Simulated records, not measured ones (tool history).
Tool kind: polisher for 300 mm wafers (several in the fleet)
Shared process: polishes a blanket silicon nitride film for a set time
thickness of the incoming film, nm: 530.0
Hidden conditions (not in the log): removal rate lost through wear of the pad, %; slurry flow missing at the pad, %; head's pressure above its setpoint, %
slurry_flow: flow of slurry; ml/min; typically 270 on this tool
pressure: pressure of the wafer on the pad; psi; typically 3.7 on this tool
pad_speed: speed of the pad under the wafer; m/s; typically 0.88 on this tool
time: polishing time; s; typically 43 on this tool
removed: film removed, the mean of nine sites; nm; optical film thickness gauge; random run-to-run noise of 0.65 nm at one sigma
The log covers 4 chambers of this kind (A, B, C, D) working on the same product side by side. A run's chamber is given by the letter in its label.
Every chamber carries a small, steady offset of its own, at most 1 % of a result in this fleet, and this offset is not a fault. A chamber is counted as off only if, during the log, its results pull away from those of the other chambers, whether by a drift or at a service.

| run | hour | slurry_flow | pressure | pad_speed | time | wafers polished on this pad | hours since the slurry nozzle was cleaned | hours since the head pressure was calibrated | removed |
|---|---|---|---|---|---|---|---|---|---|
| 1C | 7.6 | 270 | 3.7 | 0.88 | 43 | 689 | 301.4 | 816.2 | 59.164 |
| 2B | 17.3 | 270 | 3.7 | 0.88 | 43 | 1288 | 128.7 | 35.5 | 58.378 |
|  | 21.9 | chamber B: worn pad replaced by a new one |
| 3D | 23.0 | 270 | 3.7 | 0.88 | 43 | 517 | 31.3 | 243.8 | 57.986 |
| 4A | 29.4 | 270 | 3.7 | 0.88 | 43 | 461 | 276.1 | 266.2 | 58.061 |
| 5D | 40.0 | 270 | 3.7 | 0.88 | 43 | 642 | 48.3 | 260.8 | 58.494 |
| 6A | 46.2 | 270 | 3.7 | 0.88 | 43 | 584 | 292.9 | 283.0 | 59.578 |
|  | 46.5 | chamber C: slurry nozzle cleaned |
| 7C | 56.5 | 270 | 3.7 | 0.88 | 43 | 1049 | 10.0 | 865.1 | 58.643 |
| 8B | 63.4 | 270 | 3.7 | 0.88 | 43 | 305 | 174.8 | 81.6 | 59.254 |
| 9A | 70.2 | 270 | 3.7 | 0.88 | 43 | 761 | 316.9 | 307.0 | 57.731 |
|  | 76.0 | chamber A: worn pad replaced by a new one |
| 10C | 79.2 | 270 | 2.7 | 0.88 | 43 | 1216 | 32.7 | 887.8 | 42.243 |
| 11B | 89.9 | 270 | 2.7 | 0.88 | 43 | 500 | 201.3 | 108.1 | 43.362 |
| 12D | 97.1 | 270 | 2.7 | 0.88 | 43 | 1063 | 105.4 | 317.9 | 43.856 |
| 13B | 102.6 | 270 | 2.7 | 0.88 | 43 | 594 | 214.0 | 120.8 | 43.199 |
| 14A | 113.4 | 270 | 4.7 | 0.88 | 53 | 276 | 360.1 | 350.2 | 92.640 |
| 15D | 119.1 | 270 | 4.7 | 0.88 | 53 | 1225 | 127.4 | 339.9 | 94.723 |
|  | 120.0 | chamber C: worn pad replaced by a new one |
| 16C | 125.4 | 270 | 4.7 | 0.88 | 53 | 40 | 78.9 | 934.0 | 93.073 |
|  | 129.3 | chamber D: worn pad replaced by a new one |
| 17D | 132.6 | 270 | 4.7 | 0.88 | 53 | 24 | 140.9 | 353.4 | 93.391 |
| 18C | 143.1 | 270 | 3.7 | 0.88 | 43 | 170 | 96.6 | 951.7 | 58.334 |
| 19A | 148.8 | 270 | 3.7 | 0.88 | 43 | 536 | 395.5 | 385.6 | 58.739 |
| 20B | 157.9 | 270 | 4.8 | 0.88 | 43 | 1001 | 269.3 | 176.1 | 76.979 |
| 21B | 163.6 | 270 | 4.8 | 0.88 | 43 | 1043 | 275.0 | 181.8 | 76.753 |
|  | 171.0 | chamber A: worn pad replaced by a new one |
| 22D | 175.6 | 270 | 4.8 | 0.88 | 43 | 341 | 183.9 | 396.4 | 80.679 |
| 23C | 184.1 | 270 | 4.8 | 0.88 | 43 | 472 | 137.6 | 992.7 | 76.124 |
|  | 187.6 | chamber B: worn pad replaced by a new one |
| 24A | 191.6 | 270 | 3.7 | 0.88 | 43 | 151 | 438.3 | 428.4 | 58.348 |
| 25D | 198.7 | 270 | 3.7 | 0.88 | 43 | 511 | 207.0 | 419.5 | 61.952 |
| 26C | 210.8 | 270 | 3.7 | 0.88 | 43 | 669 | 164.3 | 1019.4 | 57.579 |
| 27A | 216.7 | 270 | 3.7 | 0.88 | 43 | 336 | 463.4 | 453.5 | 58.683 |
| 28B | 227.9 | 270 | 3.2 | 0.88 | 43 | 297 | 339.3 | 246.1 | 50.933 |
| 29A | 234.5 | 270 | 3.2 | 0.88 | 43 | 467 | 481.2 | 471.3 | 51.515 |
| 30D | 243.5 | 270 | 3.2 | 0.88 | 43 | 841 | 251.8 | 464.3 | 55.272 |
| 31B | 249.6 | 270 | 3.2 | 0.88 | 43 | 457 | 361.0 | 267.8 | 50.829 |
| 32C | 261.6 | 270 | 3.7 | 0.88 | 43 | 1043 | 215.1 | 1070.2 | 58.061 |
|  | 266.1 | chamber A: worn pad replaced by a new one |
| 33B | 269.4 | 270 | 3.7 | 0.88 | 43 | 602 | 380.8 | 287.6 | 58.236 |
| 34C | 282.0 | 270 | 3.7 | 0.88 | 43 | 1193 | 235.5 | 1090.6 | 58.863 |
| 35D | 291.0 | 270 | 3.7 | 0.88 | 43 | 1191 | 299.3 | 511.8 | 64.462 |
| 36A | 302.4 | 270 | 3.7 | 0.88 | 43 | 268 | 549.1 | 539.2 | 58.830 |

For the next run the whole fleet of 4 chambers uses the same settings. Give each chamber's results:
| 37A | 311.5 | 270 | 3.7 | 0.88 | 43 |  |  |  | ? |
| 37B | 311.5 | 270 | 3.7 | 0.88 | 43 |  |  |  | ? |
| 37C | 311.5 | 270 | 3.7 | 0.88 | 43 |  |  |  | ? |
| 37D | 311.5 | 270 | 3.7 | 0.88 | 43 |  |  |  | ? |

| run | removed |
|---|---|
| 37A | 58.642 |
| 37B | 60.714 |
| 37C | 58.375 |
| 37D | 65.870 |
